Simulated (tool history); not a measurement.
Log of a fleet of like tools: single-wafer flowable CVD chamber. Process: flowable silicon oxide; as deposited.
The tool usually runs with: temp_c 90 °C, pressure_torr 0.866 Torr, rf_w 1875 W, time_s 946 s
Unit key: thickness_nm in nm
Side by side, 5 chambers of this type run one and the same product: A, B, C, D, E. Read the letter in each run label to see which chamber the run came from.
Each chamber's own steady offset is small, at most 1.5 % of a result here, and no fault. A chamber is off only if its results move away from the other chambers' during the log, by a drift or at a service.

run,hour,temp_c,pressure_torr,rf_w,time_s,hours since the last thermocouple change,hours since the last RF generator calibration,hours since the last manometer calibration,"read-back reference wafer on the same gauge, thickness_nm",thickness_nm
1A,11.7,90,0.866,1875,946,934.5,390.4,2240.1,721.83,878.72
2D,23.6,90,0.866,1875,946,759,657.4,2307,721.62,888.36
3C,32,90,0.866,1875,946,2319.1,1180.1,125.1,722.29,873.19
4E,44.4,90,0.866,1875,946,112.5,649.1,475,721.92,873.41
5B,59.3,90,0.866,1875,946,307.5,885.9,644.4,722.15,868.19
6C,69.7,90,0.866,1875,946,2356.8,1217.8,162.8,722.37,873.46
7E,86,90,0.866,1875,946,154.1,690.7,516.6,722.13,872.39
8B,96.1,90,0.866,1875,946,344.3,922.7,681.2,722.11,870.77
9D,104.8,90,0.866,2020,825,840.2,738.6,2388.2,721.7,785.9
10A,117.3,90,0.866,2020,825,1040.1,496,2345.7,722.37,777.41
11B,131.9,90,0.866,2020,825,380.1,958.5,717,721.66,774.94
12E,147.6,90,0.866,2020,825,215.7,752.3,578.2,722.33,773.54
13A,159.6,90,0.866,2020,825,1082.4,538.3,2388,721.65,769.81
14C,174.9,90,1.038,1730,946,2462,1323,268,721.9,1070.5
15D,188.2,90,1.038,1730,946,923.6,822,2471.6,722.03,1086.7
16E,198.2,90,1.038,1730,946,266.3,802.9,628.8,722.27,1062.6
# hour 206.2: chamber E: RF generator calibrated
17B,207.6,90,1.038,1730,946,455.8,1034.2,792.7,721.71,1070.8
18A,220.7,90,1.038,1730,946,1143.5,599.4,2449.1,722.11,1076.4
19D,236.3,90,0.866,1875,946,971.7,870.1,2519.7,721.85,887.71
20C,250.8,90,0.682,1875,1035,2537.9,1398.9,343.9,721.66,700.44
21B,265.8,90,0.682,1875,1035,514,1092.4,850.9,722.23,693.26
22C,274.4,90,0.682,1875,1035,2561.5,1422.5,367.5,722.03,697.65
# hour 278.2: chamber D: capacitance manometer re-zeroed and calibrated
23A,286.7,90,0.682,1875,1035,1209.5,665.4,2515.1,721.64,699.32
# hour 288.1: chamber C: thermocouple changed; heater temperature recalibrated
24D,301.3,90,0.682,1875,1035,1036.7,935.1,23.2,721.69,705.74
25E,308.6,90,0.682,1875,946,376.7,102.5,739.2,721.92,643.17
26C,320.5,90,0.682,1875,946,32.5,1468.6,413.6,721.93,640.29
27A,331.5,90,0.682,1875,946,1254.3,710.2,2559.9,722.25,638.72
28B,344.5,90,0.682,1875,946,592.7,1171.1,929.6,722.24,633.95
29E,356.7,90,0.682,1875,946,424.8,150.6,787.3,721.95,643.5
30D,368.3,90,0.866,1875,946,1103.7,1002.1,90.2,721.69,888.19
31E,379.1,90,0.866,1875,946,447.2,173,809.7,721.84,873.54
32D,386.9,90,0.866,1875,946,1122.3,1020.7,108.8,722.15,888.12
33A,396.1,90,0.866,1875,946,1318.9,774.8,2624.5,721.78,870.93
34B,408.7,90,0.866,1875,946,656.9,1235.3,993.8,721.95,875.71
35C,416.7,90,0.866,1875,946,128.7,1564.8,509.8,722.02,871.14
36B,427,96,1.05,1875,946,675.2,1253.6,1012.1,722.78,907.56
37C,438.2,96,1.05,1875,946,150.2,1586.3,531.3,722.78,892.54
38A,448.1,96,1.05,1875,946,1370.9,826.8,2676.5,722.02,911.78

Decide between three cases: one chamber stands off from its peers, the gauge reading all wafers drifts, or nothing is wrong past each chamber's small offset. Where a chamber is off, say which and what most likely put it there.

The fleet is healthy, with each chamber sitting at its usual small offset and no drift in the gauge.
